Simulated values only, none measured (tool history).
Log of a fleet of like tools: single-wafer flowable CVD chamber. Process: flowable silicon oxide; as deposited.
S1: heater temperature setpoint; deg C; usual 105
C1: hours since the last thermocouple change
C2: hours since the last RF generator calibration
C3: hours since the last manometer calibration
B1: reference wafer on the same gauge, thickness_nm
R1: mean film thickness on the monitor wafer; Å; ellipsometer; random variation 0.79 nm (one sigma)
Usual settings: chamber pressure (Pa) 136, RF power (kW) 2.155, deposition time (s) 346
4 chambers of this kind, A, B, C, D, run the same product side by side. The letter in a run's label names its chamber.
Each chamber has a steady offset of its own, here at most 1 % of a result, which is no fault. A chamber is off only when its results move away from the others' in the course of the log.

{"run": "1A", "hour": 4.8, "S1": 105, "chamber pressure (Pa)": 136, "RF power (kW)": 2.155, "deposition time (s)": 346, "C1": 580.9, "C2": 967.2, "C3": 2669.8, "B1": 199.07, "R1": 2455.2}
{"run": "2B", "hour": 14.5, "S1": 105, "chamber pressure (Pa)": 136, "RF power (kW)": 2.155, "deposition time (s)": 346, "C1": 521.8, "C2": 322.9, "C3": 334.3, "B1": 198.9, "R1": 2451.0}
{"run": "3D", "hour": 21.7, "S1": 105, "chamber pressure (Pa)": 136, "RF power (kW)": 2.155, "deposition time (s)": 346, "C1": 379.4, "C2": 825.9, "C3": 252.1, "B1": 198.99, "R1": 2435.1}
{"run": "4C", "hour": 32.2, "S1": 105, "chamber pressure (Pa)": 136, "RF power (kW)": 2.155, "deposition time (s)": 346, "C1": 1134.5, "C2": 953.2, "C3": 955.8, "B1": 198.91, "R1": 2462.9}
{"run": "5A", "hour": 38.1, "S1": 105, "chamber pressure (Pa)": 136, "RF power (kW)": 2.155, "deposition time (s)": 346, "C1": 614.2, "C2": 1000.5, "C3": 2703.1, "B1": 199.23, "R1": 2463.7}
{"run": "6B", "hour": 44.6, "S1": 105, "chamber pressure (Pa)": 136, "RF power (kW)": 2.155, "deposition time (s)": 346, "C1": 551.9, "C2": 353.0, "C3": 364.4, "B1": 199.04, "R1": 2444.8}
{"run": "7C", "hour": 50.9, "S1": 105, "chamber pressure (Pa)": 136, "RF power (kW)": 2.155, "deposition time (s)": 346, "C1": 1153.2, "C2": 971.9, "C3": 974.5, "B1": 198.95, "R1": 2466.4}
{"run": "8D", "hour": 59.7, "S1": 105, "chamber pressure (Pa)": 136, "RF power (kW)": 2.155, "deposition time (s)": 346, "C1": 417.4, "C2": 863.9, "C3": 290.1, "B1": 198.92, "R1": 2432.4}
{"run": "9A", "hour": 66.2, "S1": 105, "chamber pressure (Pa)": 136, "RF power (kW)": 2.155, "deposition time (s)": 346, "C1": 642.3, "C2": 1028.6, "C3": 2731.2, "B1": 199.15, "R1": 2465.5}
{"run": "10D", "hour": 72.3, "S1": 100, "chamber pressure (Pa)": 136, "RF power (kW)": 2.155, "deposition time (s)": 346, "C1": 430.0, "C2": 876.5, "C3": 302.7, "B1": 198.82, "R1": 2867.2}
{"run": "11C", "hour": 80.4, "S1": 100, "chamber pressure (Pa)": 136, "RF power (kW)": 2.155, "deposition time (s)": 346, "C1": 1182.7, "C2": 1001.4, "C3": 1004.0, "B1": 199.09, "R1": 2911.2}
{"run": "12B", "hour": 90.1, "S1": 100, "chamber pressure (Pa)": 136, "RF power (kW)": 2.155, "deposition time (s)": 346, "C1": 597.4, "C2": 398.5, "C3": 409.9, "B1": 198.9, "R1": 2888.2}
{"run": "13A", "hour": 95.7, "S1": 100, "chamber pressure (Pa)": 136, "RF power (kW)": 2.155, "deposition time (s)": 346, "C1": 671.8, "C2": 1058.1, "C3": 2760.7, "B1": 199.03, "R1": 2912.7}
{"run": "14D", "hour": 100.5, "S1": 105, "chamber pressure (Pa)": 136, "RF power (kW)": 2.155, "deposition time (s)": 346, "C1": 458.2, "C2": 904.7, "C3": 330.9, "B1": 198.99, "R1": 2453.3}
{"run": "15B", "hour": 105.8, "S1": 105, "chamber pressure (Pa)": 136, "RF power (kW)": 2.155, "deposition time (s)": 346, "C1": 613.1, "C2": 414.2, "C3": 425.6, "B1": 198.99, "R1": 2439.5}
{"run": "16C", "hour": 111.9, "S1": 105, "chamber pressure (Pa)": 136, "RF power (kW)": 2.41, "deposition time (s)": 346, "C1": 1214.2, "C2": 1032.9, "C3": 1035.5, "B1": 198.97, "R1": 2505.6}
{"run": "17C", "hour": 119.5, "S1": 105, "chamber pressure (Pa)": 136, "RF power (kW)": 2.41, "deposition time (s)": 346, "C1": 1221.8, "C2": 1040.5, "C3": 1043.1, "B1": 199.07, "R1": 2499.0}
{"run": "18A", "hour": 130.3, "S1": 105, "chamber pressure (Pa)": 136, "RF power (kW)": 2.41, "deposition time (s)": 346, "C1": 706.4, "C2": 1092.7, "C3": 2795.3, "B1": 198.87, "R1": 2508.6}
{"run": "19D", "hour": 136.8, "S1": 105, "chamber pressure (Pa)": 136, "RF power (kW)": 2.41, "deposition time (s)": 346, "C1": 494.5, "C2": 941.0, "C3": 367.2, "B1": 198.85, "R1": 2525.1}
{"run": "20B", "hour": 142.9, "S1": 105, "chamber pressure (Pa)": 136, "RF power (kW)": 2.155, "deposition time (s)": 346, "C1": 650.2, "C2": 451.3, "C3": 462.7, "B1": 199.06, "R1": 2454.6}
{"hour": 151.5, "done": "chamber A: capacitance manometer re-zeroed and calibrated"}
{"run": "21C", "hour": 152.5, "S1": 105, "chamber pressure (Pa)": 136, "RF power (kW)": 2.155, "deposition time (s)": 346, "C1": 1254.8, "C2": 1073.5, "C3": 1076.1, "B1": 199.22, "R1": 2468.6}
{"run": "22D", "hour": 159.4, "S1": 105, "chamber pressure (Pa)": 136, "RF power (kW)": 2.155, "deposition time (s)": 346, "C1": 517.1, "C2": 963.6, "C3": 389.8, "B1": 198.98, "R1": 2490.5}
{"hour": 163.6, "done": "chamber C: RF generator calibrated"}
{"run": "23A", "hour": 168.1, "S1": 105, "chamber pressure (Pa)": 136, "RF power (kW)": 2.155, "deposition time (s)": 346, "C1": 744.2, "C2": 1130.5, "C3": 16.6, "B1": 198.92, "R1": 2445.9}
{"run": "24B", "hour": 173.0, "S1": 105, "chamber pressure (Pa)": 136, "RF power (kW)": 2.155, "deposition time (s)": 346, "C1": 680.3, "C2": 481.4, "C3": 492.8, "B1": 199.02, "R1": 2443.4}
{"run": "25C", "hour": 181.0, "S1": 105, "chamber pressure (Pa)": 136, "RF power (kW)": 2.155, "deposition time (s)": 346, "C1": 1283.3, "C2": 17.4, "C3": 1104.6, "B1": 199.03, "R1": 2457.7}

All 4 chambers run these settings next. Forecast each chamber's results:
{"run": "26A", "hour": 188.8, "S1": 105, "chamber pressure (Pa)": 136, "RF power (kW)": 2.155, "deposition time (s)": 346, "R1": "?"}
{"run": "26B", "hour": 188.8, "S1": 105, "chamber pressure (Pa)": 136, "RF power (kW)": 2.155, "deposition time (s)": 346, "R1": "?"}
{"run": "26C", "hour": 188.8, "S1": 105, "chamber pressure (Pa)": 136, "RF power (kW)": 2.155, "deposition time (s)": 346, "R1": "?"}
{"run": "26D", "hour": 188.8, "S1": 105, "chamber pressure (Pa)": 136, "RF power (kW)": 2.155, "deposition time (s)": 346, "R1": "?"}

run=26A R1=2464.8
run=26B R1=2433.6
run=26C R1=2452.2
run=26D R1=2506.9

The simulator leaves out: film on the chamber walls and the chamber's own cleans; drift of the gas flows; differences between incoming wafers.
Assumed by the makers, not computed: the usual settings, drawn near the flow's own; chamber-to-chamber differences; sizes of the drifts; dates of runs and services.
